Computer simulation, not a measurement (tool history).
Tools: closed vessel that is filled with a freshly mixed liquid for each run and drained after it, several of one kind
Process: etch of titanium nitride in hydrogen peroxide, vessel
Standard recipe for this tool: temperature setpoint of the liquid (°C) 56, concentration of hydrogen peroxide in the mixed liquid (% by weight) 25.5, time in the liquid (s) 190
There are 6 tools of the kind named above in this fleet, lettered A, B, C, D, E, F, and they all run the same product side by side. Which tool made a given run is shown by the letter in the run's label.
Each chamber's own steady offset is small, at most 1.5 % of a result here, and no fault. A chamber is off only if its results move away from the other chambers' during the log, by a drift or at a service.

run   hour  temperature setpoint of the liquid (°C)  concentration of hydrogen peroxide in the mixed liquid (% by weight)  time in the liquid (s)  read-back film thickness of the titanium nitride reference wafer, read on the same gauge (nm)  thickness taken off the titanium nitride on a monitor wafer (Å)
 1D   14.6                                       56                                                                  25.5                     190                                                                                         30.028                                                           77.538
      14.8  -- chamber F: new drum of peroxide connected
 2C   26.4                                       56                                                                  25.5                     190                                                                                         29.986                                                           76.205
 3F   34.6                                       56                                                                  25.5                     190                                                                                         30.015                                                           75.732
 4E   41.9                                       56                                                                  25.5                     190                                                                                         30.011                                                           76.551
 5A   54.3                                       50                                                                  18.5                     190                                                                                         30.017                                                           46.058
 6B     67                                       50                                                                  18.5                     190                                                                                         30.004                                                           47.063
 7B   80.6                                       50                                                                  18.5                     190                                                                                         30.005                                                            47.24
 8F   96.1                                       50                                                                  18.5                     190                                                                                         29.995                                                           46.667
 9E  103.4                                       50                                                                  18.5                     190                                                                                          30.01                                                           46.418
10D  119.2                                       50                                                                  18.5                     190                                                                                         30.001                                                           47.194
11A  133.4                                       56                                                                  25.5                     190                                                                                         30.017                                                           75.441
     143.4  -- chamber B: new drum of peroxide connected
12C  147.2                                       56                                                                  25.5                     190                                                                                         29.994                                                           75.769
13E  160.8                                       56                                                                  25.5                     190                                                                                         30.005                                                            76.06
14F  176.6                                       56                                                                  25.5                     190                                                                                          29.99                                                           76.301
15A  191.1                                       56                                                                  25.5                     190                                                                                         29.989                                                           75.249
16D    206                                       56                                                                  18.5                     190                                                                                         30.001                                                           72.291
     209.3  -- chamber E: thermometer replaced
17C  218.2                                       56                                                                  18.5                     190                                                                                         30.021                                                           71.833
18B  227.1                                       56                                                                  18.5                     190                                                                                         30.001                                                           72.048
19F  235.8                                       56                                                                  18.5                     190                                                                                         29.988                                                           71.195
20C  247.3                                       56                                                                  18.5                     190                                                                                         30.018                                                           70.615
21B  258.9                                       56                                                                  18.5                     190                                                                                         29.984                                                           72.069
22D  270.3                                       56                                                                  25.5                     190                                                                                         29.972                                                           77.331
23A  285.6                                       56                                                                  25.5                     190                                                                                         29.985                                                           74.303
24E  293.9                                       56                                                                  25.5                     190                                                                                         30.011                                                            76.62
25C  305.9                                       56                                                                  25.5                     190                                                                                         30.021                                                           75.907
26A  317.9                                       56                                                                  25.5                     190                                                                                         30.025                                                           74.546
27B    325                                       56                                                                  25.5                     190                                                                                         30.006                                                           77.613
28D    333                                       56                                                                  25.5                     190                                                                                          29.98                                                           77.521
29F  340.2                                       56                                                                  25.5                     190                                                                                         29.991                                                           76.185
30E  355.5                                       56                                                                  25.5                     190                                                                                             30                                                           76.815
31A  362.8                                       56                                                                  25.5                     190                                                                                         29.983                                                           74.306
32F  370.1                                       56                                                                  28.5                     190                                                                                         30.023                                                            78.41
     373.6  -- chamber B: peroxide flow meter replaced
33E  379.1                                       56                                                                  28.5                     190                                                                                         30.007                                                           78.632
     379.9  -- chamber C: thermometer replaced
34B  390.6                                       56                                                                  28.5                     190                                                                                         29.993                                                           78.895
35C  402.4                                       56                                                                  28.5                     190                                                                                         30.016                                                            78.17
36D  417.9                                       56                                                                  28.5                     190                                                                                         30.013                                                           79.062
37A  429.2                                       56                                                                  28.5                     190                                                                                         29.981                                                           75.676

All chambers now run identical settings, listed one chamber a line with results as question marks. What results will each chamber show?
38A  440.6                                       56                                                                    30                     190                                                                                                                                                               ?
38B  440.6                                       56                                                                    30                     190                                                                                                                                                               ?
38C  440.6                                       56                                                                    30                     190                                                                                                                                                               ?
38D  440.6                                       56                                                                    30                     190                                                                                                                                                               ?
38E  440.6                                       56                                                                    30                     190                                                                                                                                                               ?
38F  440.6                                       56                                                                    30                     190                                                                                                                                                               ?

run  thickness taken off the titanium nitride on a monitor wafer (Å)
38A                                                            76.03
38B                                                           79.076
38C                                                           79.137
38D                                                           79.581
38E                                                             79.6
38F                                                           78.898

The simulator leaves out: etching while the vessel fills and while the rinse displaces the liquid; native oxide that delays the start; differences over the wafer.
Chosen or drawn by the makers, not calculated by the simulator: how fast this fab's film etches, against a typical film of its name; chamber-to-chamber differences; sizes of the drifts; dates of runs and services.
